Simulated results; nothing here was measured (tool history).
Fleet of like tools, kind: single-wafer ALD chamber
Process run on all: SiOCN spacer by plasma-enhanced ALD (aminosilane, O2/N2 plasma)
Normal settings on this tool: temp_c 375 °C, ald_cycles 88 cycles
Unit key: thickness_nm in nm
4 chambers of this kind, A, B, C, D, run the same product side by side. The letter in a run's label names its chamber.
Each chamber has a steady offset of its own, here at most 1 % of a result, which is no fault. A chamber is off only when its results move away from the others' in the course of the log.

run   hour  temp_c  ald_cycles  read-back reference wafer on the same gauge, thickness_nm  thickness_nm
 1C      8     375          88                                                      6.101        5.3386
 2D   13.3     375          88                                                     6.1003        5.3441
 3A   23.4     375          88                                                     6.1041        5.3128
 4B   31.7     375          88                                                     6.1017        5.3239
 5C   41.3     375          88                                                      6.105        5.3554
 6B   47.7     375          88                                                     6.1037        5.3262
 7A   53.6     380         104                                                     6.1038        6.2719
 8D   62.3     380         104                                                     6.1052        6.3097
 9C   73.1     380         104                                                     6.1071        6.3275
10A   83.4     380         104                                                     6.1078        6.2713
11B   94.1     375          88                                                     6.1087        5.3377
12D  106.1     375          88                                                     6.1107        5.3464
13D  116.4     386          88                                                     6.1124        5.3562
14A  128.2     386          88                                                     6.1117        5.3102
15B  138.7     386          88                                                     6.1137        5.3343
16C  148.7     386          88                                                     6.1154          5.37
17A  159.3     375          88                                                     6.1158        5.3136
18C    166     375          88                                                     6.1143        5.3489
19D  176.4     375          88                                                     6.1165        5.3521
20B  184.3     382          79                                                     6.1173         4.792
21A  189.5     382          79                                                     6.1173        4.7775
22D  201.3     382          79                                                     6.1189        4.8087
23C  212.9     382          79                                                     6.1193        4.8111
24B  223.4     362          82                                                      6.123        4.9632
25C  229.8     362          82                                                     6.1199        4.9882
26B  241.5     362          82                                                     6.1231         4.988
27D  250.4     362          82                                                     6.1263        4.9948
28A  260.7     375          88                                                     6.1255        5.3472
29B  269.4     375          88                                                     6.1264        5.3401
30D  276.6     375          88                                                      6.126        5.3643
31C  286.1     370          80                                                     6.1258         4.881
32A  297.9     370          80                                                     6.1279        4.8431
33D  306.7     370          80                                                       6.13        4.8831
34A  316.5     370          80                                                     6.1308        4.8526
35C  328.6     375          88                                                     6.1324        5.3766
36B  338.5     375          88                                                     6.1333        5.3527
37B  346.5     375          88                                                     6.1342        5.3639
38A  352.3     375          88                                                     6.1352        5.3337
39D  362.7     375          88                                                     6.1344        5.3682
40C  373.3     375          88                                                     6.1329        5.3782

Next, every chamber runs the same settings. What will each give?
41A   382     375          88                                                                        ?
41B   382     375          88                                                                        ?
41C   382     375          88                                                                        ?
41D   382     375          88                                                                        ?

run  thickness_nm
41A        5.3471
41B        5.3568
41C        5.3682
41D        5.3925

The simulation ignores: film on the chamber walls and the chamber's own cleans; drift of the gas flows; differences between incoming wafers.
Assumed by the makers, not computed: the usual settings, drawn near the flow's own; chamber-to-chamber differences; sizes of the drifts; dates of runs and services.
